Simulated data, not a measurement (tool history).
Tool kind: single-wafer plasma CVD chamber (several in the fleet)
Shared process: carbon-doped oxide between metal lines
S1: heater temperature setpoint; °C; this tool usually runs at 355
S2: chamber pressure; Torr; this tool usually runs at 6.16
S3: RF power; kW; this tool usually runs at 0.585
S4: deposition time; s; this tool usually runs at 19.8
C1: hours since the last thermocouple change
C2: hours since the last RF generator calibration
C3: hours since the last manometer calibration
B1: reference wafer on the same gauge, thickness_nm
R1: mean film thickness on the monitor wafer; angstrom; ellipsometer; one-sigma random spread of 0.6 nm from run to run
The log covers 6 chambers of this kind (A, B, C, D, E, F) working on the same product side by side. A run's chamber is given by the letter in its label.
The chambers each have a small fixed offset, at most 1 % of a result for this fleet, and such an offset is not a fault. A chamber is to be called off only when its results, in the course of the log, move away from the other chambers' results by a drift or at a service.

Run 1D, hour 2.4: usual settings; C1 855.5; C2 841.4; C3 493.5; B1 104.99. Result: R1 1139.1 angstrom.
Run 2F, hour 4.9: usual settings; C1 883.1; C2 213.2; C3 1848.5; B1 105.04. Result: R1 1137.1 angstrom.
Run 3E, hour 7.8: usual settings; C1 2427; C2 1095.2; C3 265.7; B1 105.03. Result: R1 1126.5 angstrom.
Run 4A, hour 10.6: usual settings; C1 1610.9; C2 209.6; C3 495.6; B1 105.01. Result: R1 1139.1 angstrom.
Run 5B, hour 12.7: usual settings; C1 1157.9; C2 838.1; C3 231.9; B1 105.12. Result: R1 1125.6 angstrom.
Run 6C, hour 15: usual settings; C1 702.7; C2 76.4; C3 972.8; B1 104.89. Result: R1 1126 angstrom.
Run 7A, hour 17.4: usual settings but S3 0.625 kW; C1 1617.7; C2 216.4; C3 502.4; B1 104.93. Result: R1 1187.9 angstrom.
Run 8C, hour 19.6: usual settings but S3 0.625 kW; C1 707.3; C2 81; C3 977.4; B1 105.07. Result: R1 1183.1 angstrom.
Run 9D, hour 21.4: usual settings but S3 0.625 kW; C1 874.5; C2 860.4; C3 512.5; B1 104.92. Result: R1 1186.3 angstrom.
Run 10B, hour 23.3: usual settings but S3 0.625 kW; C1 1168.5; C2 848.7; C3 242.5; B1 104.98. Result: R1 1194 angstrom.
Run 11E, hour 26.3: usual settings but S3 0.625 kW; C1 2445.5; C2 1113.7; C3 284.2; B1 104.86. Result: R1 1179.6 angstrom.
Run 12F, hour 28.7: usual settings but S3 0.625 kW; C1 906.9; C2 237; C3 1872.3; B1 105.09. Result: R1 1189.6 angstrom.
Run 13B, hour 32.9: usual settings; C1 1178.1; C2 858.3; C3 252.1; B1 105. Result: R1 1124.4 angstrom.
Run 14A, hour 35.8: usual settings; C1 1636.1; C2 234.8; C3 520.8; B1 105.08. Result: R1 1127.4 angstrom.
Run 15C, hour 38.8: usual settings; C1 726.5; C2 100.2; C3 996.6; B1 105.13. Result: R1 1129.7 angstrom.
Run 16D, hour 42.4: usual settings; C1 895.5; C2 881.4; C3 533.5; B1 104.91. Result: R1 1134.8 angstrom.
Run 17E, hour 46.3: usual settings but S2 4.92 Torr, S3 0.68 kW; C1 2465.5; C2 1133.7; C3 304.2; B1 105.09. Result: R1 1210.5 angstrom.
Run 18F, hour 48.4: usual settings but S2 4.92 Torr, S3 0.68 kW; C1 926.6; C2 256.7; C3 1892; B1 105.12. Result: R1 1219.3 angstrom.
Run 19B, hour 51.3: usual settings but S2 4.92 Torr, S3 0.68 kW; C1 1196.5; C2 876.7; C3 270.5; B1 105.13. Result: R1 1208.7 angstrom.
Run 20C, hour 55.1: usual settings but S2 4.92 Torr, S3 0.68 kW; C1 742.8; C2 116.5; C3 1012.9; B1 104.85. Result: R1 1199.2 angstrom.
Run 21E, hour 57.5: usual settings but S2 4.92 Torr, S3 0.68 kW; C1 2476.7; C2 1144.9; C3 315.4; B1 104.98. Result: R1 1212.4 angstrom.
Run 22A, hour 60.8: usual settings but S2 4.92 Torr, S3 0.68 kW; C1 1661.1; C2 259.8; C3 545.8; B1 104.98. Result: R1 1195.1 angstrom.
Run 23F, hour 63: usual settings; C1 941.2; C2 271.3; C3 1906.6; B1 105.07. Result: R1 1134.7 angstrom.
Run 24D, hour 65.8: usual settings; C1 918.9; C2 904.8; C3 556.9; B1 105.04. Result: R1 1132.4 angstrom.
Run 25A, hour 68.5: usual settings; C1 1668.8; C2 267.5; C3 553.5; B1 105.14. Result: R1 1136.8 angstrom.
Run 26E, hour 72.4: usual settings; C1 2491.6; C2 1159.8; C3 330.3; B1 104.98. Result: R1 1120.8 angstrom.
Run 27C, hour 75.6: usual settings but S2 6.78 Torr; C1 763.3; C2 137; C3 1033.4; B1 104.95. Result: R1 1142.2 angstrom.
Run 28D, hour 78.2: usual settings but S2 6.78 Torr; C1 931.3; C2 917.2; C3 569.3; B1 105.1. Result: R1 1152.4 angstrom.
Run 29F, hour 80.1: usual settings but S2 6.78 Torr; C1 958.3; C2 288.4; C3 1923.7; B1 105.04. Result: R1 1149.2 angstrom.
Run 30B, hour 84: usual settings but S2 6.78 Torr; C1 1229.2; C2 909.4; C3 303.2; B1 104.93. Result: R1 1152.1 angstrom.
Run 31F, hour 87.9: usual settings but S2 6.78 Torr; C1 966.1; C2 296.2; C3 1931.5; B1 104.88. Result: R1 1164.9 angstrom.
Run 32E, hour 91.1: usual settings but S2 6.78 Torr; C1 2510.3; C2 1178.5; C3 349; B1 105.02. Result: R1 1148.8 angstrom.
Run 33C, hour 93.4: usual settings; C1 781.1; C2 154.8; C3 1051.2; B1 104.95. Result: R1 1128.2 angstrom.
Run 34B, hour 97.6: usual settings; C1 1242.8; C2 923; C3 316.8; B1 105.13. Result: R1 1139.7 angstrom.
Run 35A, hour 100.7: usual settings but S4 16.3 s; C1 1701; C2 299.7; C3 585.7; B1 104.9. Result: R1 934.06 angstrom.
Run 36D, hour 103.7: usual settings but S4 16.3 s; C1 956.8; C2 942.7; C3 594.8; B1 105.05. Result: R1 939.08 angstrom.
Run 37C, hour 105.6: usual settings but S4 16.3 s; C1 793.3; C2 167; C3 1063.4; B1 105. Result: R1 924.15 angstrom.

All 6 chambers run these settings next. Forecast each chamber's results:
Run 38A, hour 108.6: usual settings but S1 369 °C. Result: R1 ?.
Run 38B, hour 108.6: usual settings but S1 369 °C. Result: R1 ?.
Run 38C, hour 108.6: usual settings but S1 369 °C. Result: R1 ?.
Run 38D, hour 108.6: usual settings but S1 369 °C. Result: R1 ?.
Run 38E, hour 108.6: usual settings but S1 369 °C. Result: R1 ?.
Run 38F, hour 108.6: usual settings but S1 369 °C. Result: R1 ?.

run      R1
38A  1090.6
38B  1099.8
38C  1096.8
38D  1097.7
38E  1097.2
38F  1094.4
